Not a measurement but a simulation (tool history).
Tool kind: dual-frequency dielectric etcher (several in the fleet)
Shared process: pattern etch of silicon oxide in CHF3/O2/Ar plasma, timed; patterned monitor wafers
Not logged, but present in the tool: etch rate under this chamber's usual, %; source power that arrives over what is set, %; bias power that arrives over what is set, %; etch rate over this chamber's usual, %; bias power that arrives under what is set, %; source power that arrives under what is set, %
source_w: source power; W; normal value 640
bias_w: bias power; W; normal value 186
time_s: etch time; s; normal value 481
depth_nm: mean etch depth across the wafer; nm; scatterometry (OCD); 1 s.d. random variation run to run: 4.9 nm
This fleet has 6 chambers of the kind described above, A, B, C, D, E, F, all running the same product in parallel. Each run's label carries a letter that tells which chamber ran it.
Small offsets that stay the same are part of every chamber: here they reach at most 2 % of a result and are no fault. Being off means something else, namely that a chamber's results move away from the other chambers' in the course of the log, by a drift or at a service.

run	hour	source_w	bias_w	time_s	hours since the last wet clean	hours since the last source power generator calibration	hours since the last bias power generator calibration	read-back reference wafer on the same gauge, depth_nm	depth_nm
1D	4.2	640	186	481	254.4	514.8	317.5	969.42	982.94
2E	7.3	640	186	481	241.1	2023	2140.4	971.47	983.44
3C	10.2	640	186	481	374	1272.9	2961.1	969.13	981.23
4F	13	640	186	481	213	749.9	1840.7	969.91	997.49
5A	16.7	640	186	481	442.3	569.4	2327.7	968.65	978.75
6B	19.4	640	186	481	583.2	2258.3	483	969.88	969.19
7F	22	640	186	481	222	758.9	1849.7	968.58	1003.5
8A	24.8	640	186	481	450.4	577.5	2335.8	970.69	979.43
9E	29.6	640	186	481	263.4	2045.3	2162.7	968.96	985.21
10D	34	640	186	481	284.2	544.6	347.3	969.77	989.3
11C	37.6	640	186	481	401.4	1300.3	2988.5	970.02	987.48
12B	42.5	740	213	481	606.3	2281.4	506.1	970.75	1076.7
13E	46.7	740	213	481	280.5	2062.4	2179.8	969.33	1092.8
14F	49	740	213	481	249	785.9	1876.7	970.13	1111.1
15A	53.5	740	213	481	479.1	606.2	2364.5	969.87	1093.4
16D	57.9	740	213	481	308.1	568.5	371.2	970.02	1077.8
17C	62.4	740	213	481	426.2	1325.1	3013.3	970.15	1076.6
18B	66.1	640	186	481	629.9	2305	529.7	970.3	977.78
# hour 68: chamber B: wet clean of the chamber
19E	71.1	640	186	481	304.9	2086.8	2204.2	970.17	976.77
20C	74	640	186	481	437.8	1336.7	3024.9	969.37	985.75
21F	77.3	640	186	481	277.3	814.2	1905	970.4	999.31
22D	79.5	640	186	481	329.7	590.1	392.8	970.55	968.59
23A	82.8	640	186	481	508.4	635.5	2393.8	969.87	983.99
24B	86.2	770	186	481	18.3	2325.1	549.8	969.86	1042.4
25E	90.3	770	186	481	324.1	2106	2223.4	968.3	1054.1
26A	94.5	770	186	481	520.1	647.2	2405.5	970.14	1060.5
27B	98.3	770	186	481	30.4	2337.2	561.9	970.2	1045.6
28D	103	770	186	481	353.2	613.6	416.3	970.52	1038.1
29C	106.2	770	186	481	470	1368.9	3057.1	969.49	1053
30F	108.9	640	186	481	308.9	845.8	1936.6	970.75	1002.1
31A	113.1	640	186	481	538.7	665.8	2424.1	970.73	985.73
32C	117.1	640	186	481	480.9	1379.8	3068	969.63	973.27
33F	120.3	640	186	481	320.3	857.2	1948	970.05	1005.8
34D	123.6	640	203	481	373.8	634.2	436.9	970.14	986.78
35E	127.2	640	203	481	361	2142.9	2260.3	969.61	1003.8
# hour 128.7: chamber A: wet clean of the chamber
36B	130.7	640	203	481	62.8	2369.6	594.3	969.1	1001
37C	133.6	640	203	481	497.4	1396.3	3084.5	971.09	1012.4
38F	136.3	640	203	481	336.3	873.2	1964	970.05	1038.8
39B	141.4	640	203	481	73.5	2380.3	605	971.09	997.8
40A	145.2	640	186	481	16.5	697.9	2456.2	969.52	983.53
41E	148.6	640	186	481	382.4	2164.3	2281.7	968.95	985.13
42D	151.4	640	186	481	401.6	662	464.7	969.23	956.81
43C	155.2	640	186	481	519	1417.9	3106.1	969.58	981.5

Does one chamber stand apart from the rest, does the shared gauge drift, or is all well apart from small per-chamber offsets? Give the chamber and the most likely cause, where there is one.

Little by little, chamber D moves away from the other chambers.
Cause: etch rate under this chamber's usual, % = 3.61.

Which of the 4 candidates below, each the usual settings with something changed and its results left as question marks, puts chamber D back in line with what the other chambers give on the usual settings?
To be in line, a result may differ from the other chambers' mean on the usual settings by at most: depth_nm 17 nm
44D-1	158.9	640	187	496.5					?
44D-2	158.9	640	189	510					?
44D-3	158.9	610	178	481					?
44D-4	158.9	630	184	454.5					?

What the other chambers average on the usual settings: depth_nm 984.21 nm
run	depth_nm
44D-1	984.13
44D-2	1014.5
44D-3	921.08
44D-4	890.74
With 44D-1, the chamber falls back in line with the rest.
